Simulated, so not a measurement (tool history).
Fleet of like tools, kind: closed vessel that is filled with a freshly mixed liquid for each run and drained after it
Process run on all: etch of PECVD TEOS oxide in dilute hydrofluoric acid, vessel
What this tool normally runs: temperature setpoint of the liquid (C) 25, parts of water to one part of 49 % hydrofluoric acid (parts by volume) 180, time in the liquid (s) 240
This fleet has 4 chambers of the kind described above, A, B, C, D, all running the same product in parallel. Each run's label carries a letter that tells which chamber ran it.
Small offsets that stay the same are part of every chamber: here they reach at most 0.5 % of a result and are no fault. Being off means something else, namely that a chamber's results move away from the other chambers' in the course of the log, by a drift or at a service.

run	hour	temperature setpoint of the liquid (C)	parts of water to one part of 49 % hydrofluoric acid (parts by volume)	time in the liquid (s)	hours since the thermometer was replaced	hours since the hydrofluoric acid flow meter was replaced	read-back film thickness of the PECVD TEOS oxide reference wafer, read on the same gauge (nm)	thickness taken off the PECVD TEOS oxide on a monitor wafer (nm)
# hour 2.5: chamber B: thermometer replaced
1A	8.3	25	180	240	1292.3	1086.8	70.048	36.487
2C	13.6	25	180	240	483.7	1174.2	70.027	35.295
3B	22.5	25	180	240	20.1	420.8	70.013	36.365
4D	27.9	25	180	240	2547.1	568.9	70.004	35.066
5D	37.4	25	240	120	2556.6	578.4	70.006	12.651
6B	45	25	240	120	42.6	443.3	70.038	12.706
7A	53.4	25	240	120	1337.4	1131.9	70.019	12.415
8C	61.8	25	240	120	531.9	1222.4	70.004	12.656
9B	66.1	25	180	240	63.7	464.4	69.999	35.927
10A	70.9	25	180	240	1354.9	1149.4	70.019	36.034
11D	78.8	25	180	240	2598	619.8	70.024	35.55
12C	84.4	25	180	240	554.5	1245	69.989	36.625
13D	88.7	25	180	240	2607.9	629.7	70.009	35.982
14B	96.7	25	180	240	94.3	495	70.024	35.463
15A	102.1	20.5	180	360	1386.1	1180.6	70.025	45.408
16C	110.9	20.5	180	360	581	1271.5	69.996	45.99
# hour 117.3: chamber D: thermometer replaced
17A	117.3	20.5	180	360	1401.3	1195.8	69.977	45.586
18D	123.5	20.5	180	360	6.2	664.5	69.987	45.153
19B	129.2	25	180	240	126.8	527.5	70.043	35.887
20C	134.4	25	180	240	604.5	1295	70.001	36.581
21A	142.1	25	180	240	1426.1	1220.6	69.993	36.338
22C	150	25	180	240	620.1	1310.6	69.935	37.043
23B	156.2	25	180	240	153.8	554.5	70.011	35.105
24D	163.7	25	180	240	46.4	704.7	69.972	35.932
# hour 169.6: chamber D: hydrofluoric acid flow meter replaced
25A	171	22	180	360	1455	1249.5	70.023	48.005
26C	179.8	22	180	360	649.9	1340.4	69.991	49.082
27B	189.6	22	180	360	187.2	587.9	69.985	48.095
28D	194.7	22	180	360	77.4	25.2	70.02	47.936
29C	199.8	23.5	180	380	669.9	1360.4	69.993	55.949
30D	208.4	23.5	180	380	91.1	38.9	70.042	54.008
31B	217.2	23.5	180	380	214.8	615.5	70.006	53.535
32A	226.5	23.5	180	380	1510.5	1305	69.991	53.065
33D	233.9	25	180	240	116.6	64.4	69.973	35.971
34C	242.5	25	180	240	712.6	1403.1	69.98	37.237

Each of the 4 chambers runs these same settings next. Fill in every chamber's results:
35A	249.5	25	180	355				?
35B	249.5	25	180	355				?
35C	249.5	25	180	355				?
35D	249.5	25	180	355				?

run	thickness taken off the PECVD TEOS oxide on a monitor wafer (nm)
35A	52.623
35B	52.693
35C	56.239
35D	53.142
